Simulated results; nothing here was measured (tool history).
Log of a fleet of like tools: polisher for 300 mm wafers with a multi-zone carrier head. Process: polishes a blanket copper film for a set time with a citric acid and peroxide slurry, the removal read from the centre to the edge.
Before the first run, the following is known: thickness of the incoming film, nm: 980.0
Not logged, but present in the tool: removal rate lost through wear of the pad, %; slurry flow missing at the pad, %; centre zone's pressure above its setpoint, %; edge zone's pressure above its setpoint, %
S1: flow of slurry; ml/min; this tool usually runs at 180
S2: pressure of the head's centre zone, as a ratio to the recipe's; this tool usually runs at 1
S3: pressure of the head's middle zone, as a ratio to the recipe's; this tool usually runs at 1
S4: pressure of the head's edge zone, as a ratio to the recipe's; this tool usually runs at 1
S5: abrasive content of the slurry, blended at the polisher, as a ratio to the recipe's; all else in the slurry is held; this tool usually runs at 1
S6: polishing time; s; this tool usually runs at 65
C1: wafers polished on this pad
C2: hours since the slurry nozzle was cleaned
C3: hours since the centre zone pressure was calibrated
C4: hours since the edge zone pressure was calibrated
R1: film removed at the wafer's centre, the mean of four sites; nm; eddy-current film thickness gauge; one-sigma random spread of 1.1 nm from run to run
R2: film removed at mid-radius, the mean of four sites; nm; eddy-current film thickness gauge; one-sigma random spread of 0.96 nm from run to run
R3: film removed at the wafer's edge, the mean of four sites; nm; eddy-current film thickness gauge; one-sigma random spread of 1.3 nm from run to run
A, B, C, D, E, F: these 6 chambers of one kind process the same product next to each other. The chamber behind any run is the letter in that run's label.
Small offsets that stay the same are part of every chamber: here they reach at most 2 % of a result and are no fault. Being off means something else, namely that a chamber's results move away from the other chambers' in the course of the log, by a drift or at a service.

{"hour": 8.8, "done": "chamber C: worn pad replaced by a new one"}
{"run": "1D", "hour": 16.2, "S1": 180, "S2": 1, "S3": 1, "S4": 1, "S5": 1, "S6": 65, "C1": 1016, "C2": 82.5, "C3": 280.5, "C4": 287, "R1": 103.18, "R2": 103.96, "R3": 105}
{"hour": 21.1, "done": "chamber D: worn pad replaced by a new one"}
{"hour": 22.1, "done": "chamber E: worn pad replaced by a new one"}
{"hour": 29.7, "done": "chamber A: worn pad replaced by a new one"}
{"run": "2A", "hour": 30.3, "S1": 180, "S2": 1, "S3": 1, "S4": 1, "S5": 1, "S6": 65, "C1": 9, "C2": 155.5, "C3": 206.6, "C4": 98.6, "R1": 104.2, "R2": 103.68, "R3": 105.56}
{"run": "3F", "hour": 42.7, "S1": 180, "S2": 1, "S3": 1, "S4": 1, "S5": 1, "S6": 65, "C1": 987, "C2": 524.2, "C3": 475.6, "C4": 73.5, "R1": 104.37, "R2": 104.81, "R3": 104.01}
{"run": "4C", "hour": 52.4, "S1": 180, "S2": 1, "S3": 1, "S4": 1, "S5": 1, "S6": 65, "C1": 657, "C2": 141.5, "C3": 322.7, "C4": 464, "R1": 103.16, "R2": 104.96, "R3": 105.18}
{"hour": 53.5, "done": "chamber C: edge zone pressure recalibrated"}
{"hour": 54.0, "done": "chamber F: worn pad replaced by a new one"}
{"run": "5E", "hour": 63.3, "S1": 180, "S2": 1, "S3": 1.05, "S4": 1, "S5": 1, "S6": 65, "C1": 620, "C2": 222.7, "C3": 349.3, "C4": 771.8, "R1": 103.04, "R2": 107.45, "R3": 104.34}
{"hour": 71.4, "done": "chamber E: centre zone pressure recalibrated"}
{"run": "6B", "hour": 72.7, "S1": 180, "S2": 1, "S3": 1.05, "S4": 1, "S5": 1, "S6": 65, "C1": 1232, "C2": 188.8, "C3": 543.2, "C4": 996.9, "R1": 105.31, "R2": 107.47, "R3": 102.46}
{"hour": 81.4, "done": "chamber B: worn pad replaced by a new one"}
{"run": "7F", "hour": 81.8, "S1": 180, "S2": 1, "S3": 1.05, "S4": 1, "S5": 1, "S6": 65, "C1": 419, "C2": 563.3, "C3": 514.7, "C4": 112.6, "R1": 103.52, "R2": 110.98, "R3": 101.55}
{"run": "8D", "hour": 90.5, "S1": 180, "S2": 1, "S3": 1.05, "S4": 1, "S5": 1, "S6": 65, "C1": 1044, "C2": 156.8, "C3": 354.8, "C4": 361.3, "R1": 105.3, "R2": 109.56, "R3": 101.77}
{"hour": 94.9, "done": "chamber C: worn pad replaced by a new one"}
{"run": "9A", "hour": 97.9, "S1": 180, "S2": 1, "S3": 1.05, "S4": 1, "S5": 1, "S6": 65, "C1": 1026, "C2": 223.1, "C3": 274.2, "C4": 166.2, "R1": 105.11, "R2": 106.18, "R3": 101.76}
{"run": "10B", "hour": 107.3, "S1": 180, "S2": 1, "S3": 1.05, "S4": 1, "S5": 1, "S6": 65, "C1": 391, "C2": 223.4, "C3": 577.8, "C4": 1031.5, "R1": 103.64, "R2": 106.6, "R3": 104.29}
{"hour": 108.2, "done": "chamber E: worn pad replaced by a new one"}
{"hour": 111.8, "done": "chamber D: worn pad replaced by a new one"}
{"hour": 114.1, "done": "chamber A: worn pad replaced by a new one"}
{"run": "11E", "hour": 119.6, "S1": 180, "S2": 1, "S3": 1, "S4": 1, "S5": 1, "S6": 65, "C1": 172, "C2": 279, "C3": 48.3, "C4": 828.1, "R1": 101.17, "R2": 102.01, "R3": 102.46}
{"hour": 124.2, "done": "chamber D: centre zone pressure recalibrated"}
{"run": "12C", "hour": 134.9, "S1": 180, "S2": 1, "S3": 1, "S4": 1, "S5": 1, "S6": 65, "C1": 602, "C2": 224, "C3": 405.2, "C4": 81.4, "R1": 105.98, "R2": 104.92, "R3": 105.73}
{"run": "13A", "hour": 142.1, "S1": 180, "S2": 1, "S3": 1, "S4": 1, "S5": 1, "S6": 65, "C1": 422, "C2": 267.3, "C3": 318.4, "C4": 210.4, "R1": 104.98, "R2": 103.45, "R3": 102.88}
{"hour": 147.6, "done": "chamber F: worn pad replaced by a new one"}
{"run": "14C", "hour": 151.3, "S1": 180, "S2": 1, "S3": 1, "S4": 1, "S5": 1, "S6": 65, "C1": 849, "C2": 240.4, "C3": 421.6, "C4": 97.8, "R1": 104.07, "R2": 104.08, "R3": 103.54}
{"run": "15B", "hour": 163.2, "S1": 180, "S2": 1, "S3": 1, "S4": 0.94, "S5": 1, "S6": 65, "C1": 1232, "C2": 279.3, "C3": 633.7, "C4": 1087.4, "R1": 103.99, "R2": 102.58, "R3": 97.643}
{"hour": 163.8, "done": "chamber A: centre zone pressure recalibrated"}
{"run": "16F", "hour": 175.9, "S1": 180, "S2": 1, "S3": 1, "S4": 0.94, "S5": 1, "S6": 65, "C1": 426, "C2": 657.4, "C3": 608.8, "C4": 206.7, "R1": 104.67, "R2": 103.34, "R3": 98.83}
{"hour": 177.9, "done": "chamber B: worn pad replaced by a new one"}
{"hour": 178.6, "done": "chamber C: worn pad replaced by a new one"}
{"run": "17D", "hour": 185.6, "S1": 180, "S2": 1, "S3": 1, "S4": 0.94, "S5": 1, "S6": 65, "C1": 1112, "C2": 251.9, "C3": 61.5, "C4": 456.4, "R1": 103.97, "R2": 104.45, "R3": 98.994}
{"run": "18E", "hour": 193.1, "S1": 180, "S2": 1, "S3": 1, "S4": 0.94, "S5": 1, "S6": 65, "C1": 1278, "C2": 352.5, "C3": 121.8, "C4": 901.6, "R1": 101.09, "R2": 101.02, "R3": 95.874}
{"hour": 195.1, "done": "chamber E: worn pad replaced by a new one"}
{"run": "19C", "hour": 200.7, "S1": 180, "S2": 1, "S3": 1, "S4": 0.94, "S5": 1, "S6": 65, "C1": 333, "C2": 289.8, "C3": 471, "C4": 147.2, "R1": 104.82, "R2": 104.14, "R3": 100.98}
{"hour": 202.5, "done": "chamber D: worn pad replaced by a new one"}
{"hour": 207.6, "done": "chamber A: worn pad replaced by a new one"}
{"run": "20A", "hour": 217.0, "S1": 180, "S2": 1, "S3": 1, "S4": 0.94, "S5": 1, "S6": 65, "C1": 141, "C2": 342.2, "C3": 53.3, "C4": 285.3, "R1": 104.91, "R2": 103.39, "R3": 102.93}
{"run": "21E", "hour": 226.4, "S1": 215, "S2": 1, "S3": 1, "S4": 1, "S5": 1, "S6": 65, "C1": 472, "C2": 385.8, "C3": 155.1, "C4": 934.9, "R1": 103.34, "R2": 103.87, "R3": 105.48}
{"hour": 234.4, "done": "chamber F: worn pad replaced by a new one"}
{"run": "22D", "hour": 239.6, "S1": 215, "S2": 1, "S3": 1, "S4": 1, "S5": 1, "S6": 65, "C1": 558, "C2": 305.9, "C3": 115.5, "C4": 510.4, "R1": 107.49, "R2": 107.28, "R3": 104.65}
{"hour": 248.9, "done": "chamber F: centre zone pressure recalibrated"}
{"run": "23B", "hour": 252.0, "S1": 215, "S2": 1, "S3": 1, "S4": 1, "S5": 1, "S6": 65, "C1": 1115, "C2": 368.1, "C3": 722.5, "C4": 1176.2, "R1": 107.4, "R2": 104.08, "R3": 104.27}
{"hour": 254.2, "done": "chamber C: slurry nozzle cleaned"}
{"hour": 261.7, "done": "chamber B: worn pad replaced by a new one"}
{"hour": 263.0, "done": "chamber A: edge zone pressure recalibrated"}
{"run": "24F", "hour": 265.8, "S1": 215, "S2": 1, "S3": 1, "S4": 1, "S5": 1, "S6": 65, "C1": 473, "C2": 747.3, "C3": 16.9, "C4": 296.6, "R1": 105.19, "R2": 107.46, "R3": 105.03}
{"hour": 266.4, "done": "chamber C: worn pad replaced by a new one"}
{"run": "25E", "hour": 273.9, "S1": 215, "S2": 1, "S3": 1, "S4": 1, "S5": 1, "S6": 65, "C1": 1187, "C2": 433.3, "C3": 202.6, "C4": 982.4, "R1": 101.14, "R2": 104.02, "R3": 101.48}
{"hour": 282.5, "done": "chamber E: worn pad replaced by a new one"}
{"hour": 282.6, "done": "chamber D: worn pad replaced by a new one"}
{"run": "26F", "hour": 282.6, "S1": 215, "S2": 1, "S3": 1, "S4": 1, "S5": 1, "S6": 65, "C1": 726, "C2": 764.1, "C3": 33.7, "C4": 313.4, "R1": 108.05, "R2": 107.58, "R3": 105.12}
{"hour": 284.2, "done": "chamber A: worn pad replaced by a new one"}
{"run": "27D", "hour": 297.5, "S1": 180, "S2": 1, "S3": 1, "S4": 0.94, "S5": 1, "S6": 65, "C1": 224, "C2": 363.8, "C3": 173.4, "C4": 568.3, "R1": 103.59, "R2": 105.01, "R3": 102.94}
{"hour": 307.1, "done": "chamber F: worn pad replaced by a new one"}
{"run": "28A", "hour": 307.5, "S1": 180, "S2": 1, "S3": 1, "S4": 0.94, "S5": 1, "S6": 65, "C1": 352, "C2": 432.7, "C3": 143.8, "C4": 44.6, "R1": 104.27, "R2": 103.01, "R3": 100.71}
{"hour": 313.8, "done": "chamber F: slurry nozzle cleaned"}
{"hour": 317.9, "done": "chamber D: slurry nozzle cleaned"}
{"run": "29B", "hour": 322.6, "S1": 180, "S2": 1, "S3": 1, "S4": 0.94, "S5": 1, "S6": 65, "C1": 917, "C2": 438.7, "C3": 793.1, "C4": 1246.8, "R1": 103.21, "R2": 101.96, "R3": 101.25}
{"run": "30C", "hour": 331.0, "S1": 180, "S2": 1, "S3": 1, "S4": 0.94, "S5": 1, "S6": 65, "C1": 973, "C2": 76.9, "C3": 601.3, "C4": 277.5, "R1": 105.09, "R2": 104.09, "R3": 103.13}
{"run": "31F", "hour": 339.6, "S1": 180, "S2": 1, "S3": 1, "S4": 0.94, "S5": 1, "S6": 65, "C1": 489, "C2": 25.9, "C3": 90.7, "C4": 370.4, "R1": 104.53, "R2": 106.34, "R3": 98.108}
{"hour": 346.1, "done": "chamber B: worn pad replaced by a new one"}
{"run": "32A", "hour": 355.3, "S1": 180, "S2": 1, "S3": 1, "S4": 0.94, "S5": 1, "S6": 65, "C1": 1071, "C2": 480.5, "C3": 191.6, "C4": 92.4, "R1": 103.38, "R2": 103.25, "R3": 102.61}
{"hour": 360.0, "done": "chamber C: worn pad replaced by a new one"}
{"run": "33E", "hour": 364.6, "S1": 180, "S2": 1, "S3": 1, "S4": 1, "S5": 1, "S6": 65, "C1": 1236, "C2": 524, "C3": 293.3, "C4": 1073.1, "R1": 95.663, "R2": 96.49, "R3": 97.525}
{"hour": 365.4, "done": "chamber A: worn pad replaced by a new one"}
{"hour": 369.7, "done": "chamber D: worn pad replaced by a new one"}
{"run": "34B", "hour": 377.4, "S1": 180, "S2": 1, "S3": 1, "S4": 1, "S5": 1, "S6": 65, "C1": 472, "C2": 493.5, "C3": 847.9, "C4": 1301.6, "R1": 102.97, "R2": 100.99, "R3": 103.07}
{"run": "35D", "hour": 384.9, "S1": 180, "S2": 1, "S3": 1, "S4": 1, "S5": 1, "S6": 65, "C1": 229, "C2": 67, "C3": 260.8, "C4": 655.7, "R1": 104.66, "R2": 105.88, "R3": 102.14}
{"hour": 390.2, "done": "chamber B: edge zone pressure recalibrated"}
{"run": "36C", "hour": 400.3, "S1": 180, "S2": 1, "S3": 1, "S4": 1, "S5": 1, "S6": 65, "C1": 606, "C2": 146.2, "C3": 670.6, "C4": 346.8, "R1": 106, "R2": 103.38, "R3": 105.3}
{"run": "37B", "hour": 408.5, "S1": 180, "S2": 1, "S3": 1, "S4": 1, "S5": 1, "S6": 65, "C1": 940, "C2": 524.6, "C3": 879, "C4": 18.4, "R1": 103.53, "R2": 103.11, "R3": 104.16}
{"run": "38A", "hour": 419.8, "S1": 180, "S2": 1, "S3": 1, "S4": 1, "S5": 1, "S6": 65, "C1": 819, "C2": 545, "C3": 256.1, "C4": 156.9, "R1": 102.82, "R2": 103.84, "R3": 101.25}

All 6 chambers run these settings next. Forecast each chamber's results:
{"run": "39A", "hour": 431.5, "S1": 180, "S2": 1, "S3": 1, "S4": 1, "S5": 1, "S6": 65, "R1": "?", "R2": "?", "R3": "?"}
{"run": "39B", "hour": 431.5, "S1": 180, "S2": 1, "S3": 1, "S4": 1, "S5": 1, "S6": 65, "R1": "?", "R2": "?", "R3": "?"}
{"run": "39C", "hour": 431.5, "S1": 180, "S2": 1, "S3": 1, "S4": 1, "S5": 1, "S6": 65, "R1": "?", "R2": "?", "R3": "?"}
{"run": "39D", "hour": 431.5, "S1": 180, "S2": 1, "S3": 1, "S4": 1, "S5": 1, "S6": 65, "R1": "?", "R2": "?", "R3": "?"}
{"run": "39E", "hour": 431.5, "S1": 180, "S2": 1, "S3": 1, "S4": 1, "S5": 1, "S6": 65, "R1": "?", "R2": "?", "R3": "?"}
{"run": "39F", "hour": 431.5, "S1": 180, "S2": 1, "S3": 1, "S4": 1, "S5": 1, "S6": 65, "R1": "?", "R2": "?", "R3": "?"}

run=39A R1=102.53 R2=103.64 R3=104.43
run=39B R1=103.84 R2=100.92 R3=102.82
run=39C R1=104.4 R2=102.77 R3=104.65
run=39D R1=105.01 R2=106.08 R3=104.79
run=39E R1=92.364 R2=93.712 R3=95.857
run=39F R1=103 R2=105.67 R3=101.89
